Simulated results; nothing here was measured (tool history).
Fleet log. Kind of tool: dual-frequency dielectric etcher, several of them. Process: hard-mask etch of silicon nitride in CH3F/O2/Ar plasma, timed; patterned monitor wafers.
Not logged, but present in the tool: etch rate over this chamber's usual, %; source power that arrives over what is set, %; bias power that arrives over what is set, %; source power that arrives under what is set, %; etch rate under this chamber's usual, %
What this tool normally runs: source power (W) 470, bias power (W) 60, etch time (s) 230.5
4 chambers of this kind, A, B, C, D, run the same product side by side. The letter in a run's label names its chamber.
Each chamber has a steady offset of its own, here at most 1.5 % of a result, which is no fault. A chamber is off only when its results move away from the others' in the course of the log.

| run | day | source power (W) | bias power (W) | etch time (s) | hours since the last wet clean | hours since the last source power generator calibration | hours since the last bias power generator calibration | read-back reference wafer on the same gauge, depth_nm | mean etch depth across the wafer (angstrom) |
|---|---|---|---|---|---|---|---|---|---|
| 1C | 0.229 | 470 | 60 | 230.5 | 11.3 | 1232.6 | 2792.4 | 144.00 | 1592.8 |
| 2A | 0.392 | 470 | 60 | 230.5 | 202.6 | 1383.9 | 719.2 | 144.00 | 1606.2 |
| 3D | 0.558 | 470 | 60 | 230.5 | 355.4 | 748.3 | 1032.8 | 144.12 | 1603.4 |
| 4B | 0.675 | 470 | 60 | 230.5 | 270.2 | 1987.2 | 1755.7 | 143.99 | 1629.1 |
| 5D | 0.825 | 470 | 60 | 230.5 | 361.8 | 754.7 | 1039.2 | 143.98 | 1602.5 |
| 6C | 1.042 | 470 | 60 | 230.5 | 30.8 | 1252.1 | 2811.9 | 144.10 | 1581.4 |
| 7B | 1.200 | 470 | 60 | 230.5 | 282.8 | 1999.8 | 1768.3 | 144.07 | 1630.8 |
| 8A | 1.358 | 470 | 60 | 230.5 | 225.8 | 1407.1 | 742.4 | 144.15 | 1606.8 |
| 9C | 1.496 | 470 | 60 | 230.5 | 41.7 | 1263.0 | 2822.8 | 143.96 | 1596.3 |
| 10B | 1.717 | 470 | 60 | 230.5 | 295.2 | 2012.2 | 1780.7 | 143.85 | 1614.1 |
| 11A | 1.921 | 470 | 60 | 268.0 | 239.3 | 1420.6 | 755.9 | 143.77 | 1871.2 |
| 12D | 2.096 | 470 | 60 | 268.0 | 392.3 | 785.2 | 1069.7 | 144.00 | 1859.9 |
| 13C | 2.204 | 470 | 60 | 268.0 | 58.7 | 1280.0 | 2839.8 | 143.71 | 1863.9 |
| 14B | 2.317 | 470 | 60 | 268.0 | 309.6 | 2026.6 | 1795.1 | 144.07 | 1893.4 |
|  | 2.442 | chamber D: wet clean of the chamber |
| 15A | 2.488 | 470 | 60 | 230.5 | 252.9 | 1434.2 | 769.5 | 143.93 | 1605.1 |
| 16D | 2.721 | 470 | 60 | 230.5 | 6.7 | 800.2 | 1084.7 | 143.94 | 1606.2 |
| 17C | 2.962 | 470 | 60 | 230.5 | 76.9 | 1298.2 | 2858.0 | 144.00 | 1592.9 |
| 18D | 3.117 | 430 | 68 | 230.5 | 16.2 | 809.7 | 1094.2 | 143.98 | 1616.7 |
| 19A | 3.354 | 430 | 68 | 230.5 | 273.7 | 1455.0 | 790.3 | 144.02 | 1623.7 |
| 20B | 3.488 | 430 | 68 | 230.5 | 337.7 | 2054.7 | 1823.2 | 143.85 | 1632.3 |
| 21A | 3.633 | 430 | 68 | 230.5 | 280.4 | 1461.7 | 797.0 | 144.19 | 1620.9 |
| 22D | 3.808 | 470 | 60 | 230.5 | 32.8 | 826.3 | 1110.8 | 144.05 | 1601.4 |
| 23C | 4.046 | 470 | 60 | 230.5 | 102.9 | 1324.2 | 2884.0 | 144.09 | 1600.6 |
| 24B | 4.242 | 470 | 66 | 289.0 | 355.8 | 2072.8 | 1841.3 | 144.07 | 2090.9 |
| 25A | 4.421 | 470 | 66 | 289.0 | 299.3 | 1480.6 | 815.9 | 143.97 | 2070.6 |
| 26B | 4.554 | 470 | 66 | 289.0 | 363.3 | 2080.3 | 1848.8 | 144.01 | 2092.5 |
| 27D | 4.721 | 470 | 66 | 289.0 | 54.7 | 848.2 | 1132.7 | 143.81 | 2094.2 |
| 28C | 4.925 | 470 | 60 | 230.5 | 124.0 | 1345.3 | 2905.1 | 144.07 | 1596.0 |
| 29A | 5.046 | 470 | 60 | 230.5 | 314.3 | 1495.6 | 830.9 | 144.13 | 1595.2 |
| 30D | 5.279 | 470 | 60 | 230.5 | 68.1 | 861.6 | 1146.1 | 144.02 | 1605.5 |
| 31C | 5.462 | 470 | 60 | 230.5 | 136.9 | 1358.2 | 2918.0 | 144.19 | 1594.9 |
| 32B | 5.692 | 470 | 60 | 230.5 | 390.6 | 2107.6 | 1876.1 | 143.90 | 1629.7 |
| 33D | 5.921 | 470 | 60 | 230.5 | 83.5 | 877.0 | 1161.5 | 143.98 | 1603.6 |
| 34A | 6.088 | 470 | 60 | 230.5 | 339.3 | 1520.6 | 855.9 | 144.03 | 1604.4 |
| 35C | 6.329 | 470 | 60 | 230.5 | 157.7 | 1379.0 | 2938.8 | 143.92 | 1587.8 |
| 36B | 6.517 | 550 | 60 | 184.5 | 410.4 | 2127.4 | 1895.9 | 143.97 | 1382.3 |
| 37D | 6.654 | 550 | 60 | 184.5 | 101.1 | 894.6 | 1179.1 | 144.04 | 1359.9 |
| 38C | 6.767 | 550 | 60 | 184.5 | 168.2 | 1389.5 | 2949.3 | 143.82 | 1349.3 |
| 39B | 6.979 | 550 | 60 | 184.5 | 421.5 | 2138.5 | 1907.0 | 144.10 | 1376.0 |
| 40A | 7.192 | 470 | 60 | 230.5 | 365.8 | 1547.1 | 882.4 | 143.83 | 1611.4 |

The same settings go to every chamber for the next run, one line per chamber below. Forecast the results for each:
| 41A | 7.367 | 570 | 60 | 230.5 |  |  |  |  | ? |
| 41B | 7.367 | 570 | 60 | 230.5 |  |  |  |  | ? |
| 41C | 7.367 | 570 | 60 | 230.5 |  |  |  |  | ? |
| 41D | 7.367 | 570 | 60 | 230.5 |  |  |  |  | ? |

| run | mean etch depth across the wafer (angstrom) |
|---|---|
| 41A | 1740.1 |
| 41B | 1764.7 |
| 41C | 1722.0 |
| 41D | 1732.9 |

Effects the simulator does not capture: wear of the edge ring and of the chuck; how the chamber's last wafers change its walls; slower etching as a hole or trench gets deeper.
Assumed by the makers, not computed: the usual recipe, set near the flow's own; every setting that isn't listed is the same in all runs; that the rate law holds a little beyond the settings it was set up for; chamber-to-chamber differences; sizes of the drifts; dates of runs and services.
